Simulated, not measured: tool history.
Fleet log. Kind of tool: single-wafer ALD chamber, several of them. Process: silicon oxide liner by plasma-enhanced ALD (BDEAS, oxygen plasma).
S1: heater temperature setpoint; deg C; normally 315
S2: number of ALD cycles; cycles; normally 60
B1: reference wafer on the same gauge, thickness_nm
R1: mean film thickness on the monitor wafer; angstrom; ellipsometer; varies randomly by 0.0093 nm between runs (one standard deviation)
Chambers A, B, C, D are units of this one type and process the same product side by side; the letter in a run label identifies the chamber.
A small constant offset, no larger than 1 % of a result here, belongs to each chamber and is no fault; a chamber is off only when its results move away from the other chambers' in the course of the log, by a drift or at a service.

run	day	S1	S2	B1	R1
1D	0.483	315	60	6.0016	54.441
2C	0.783	315	60	6.0022	55.263
3B	1.183	315	60	6.0078	54.571
4A	1.475	315	60	6.0063	54.48
5C	1.904	315	60	6.0028	55.202
6D	2.238	315	60	6.0074	54.578
7A	2.683	315	60	6.0084	54.48
8B	3.012	315	60	6.0126	54.843
9B	3.288	315	60	6.0087	54.762
10C	3.55	315	60	6.0121	55.245
11A	3.854	321	60	6.0077	53.854
12D	4.204	321	60	6.0116	53.981
13A	4.529	321	60	6.015	54.005
14C	5.079	321	60	6.0178	54.727
15B	5.575	315	60	6.0192	54.803
16D	6.092	315	60	6.0206	54.624
17D	6.425	315	60	6.022	54.676
18A	6.825	315	60	6.022	54.553
19B	7.133	315	60	6.0215	54.908
20C	7.65	315	60	6.0237	55.383
21A	7.921	308	66	6.0254	60.58
22B	8.312	308	66	6.0267	61.021
23C	8.692	308	66	6.0278	61.594
24D	8.967	308	66	6.026	60.935
25C	9.442	315	60	6.0304	55.394
26A	9.779	306	60	6.0302	55.488
27D	10.233	306	60	6.0337	55.658
28B	10.517	306	60	6.0353	55.832
29C	11.079	306	60	6.0345	56.035
30D	11.621	315	60	6.0355	54.731
31B	11.996	325	60	6.0378	54.268
32A	12.383	325	60	6.0372	53.895
33C	12.883	325	60	6.0393	54.52

Decide between three cases: one chamber stands off from its peers, the gauge reading all wafers drifts, or nothing is wrong past each chamber's small offset. Where a chamber is off, say which and what most likely put it there.

No chamber is off; the gauge reading every chamber's wafers drifts, which makes the whole fleet appear to move together.
Cause: gauge reads high (%) = 0.704.

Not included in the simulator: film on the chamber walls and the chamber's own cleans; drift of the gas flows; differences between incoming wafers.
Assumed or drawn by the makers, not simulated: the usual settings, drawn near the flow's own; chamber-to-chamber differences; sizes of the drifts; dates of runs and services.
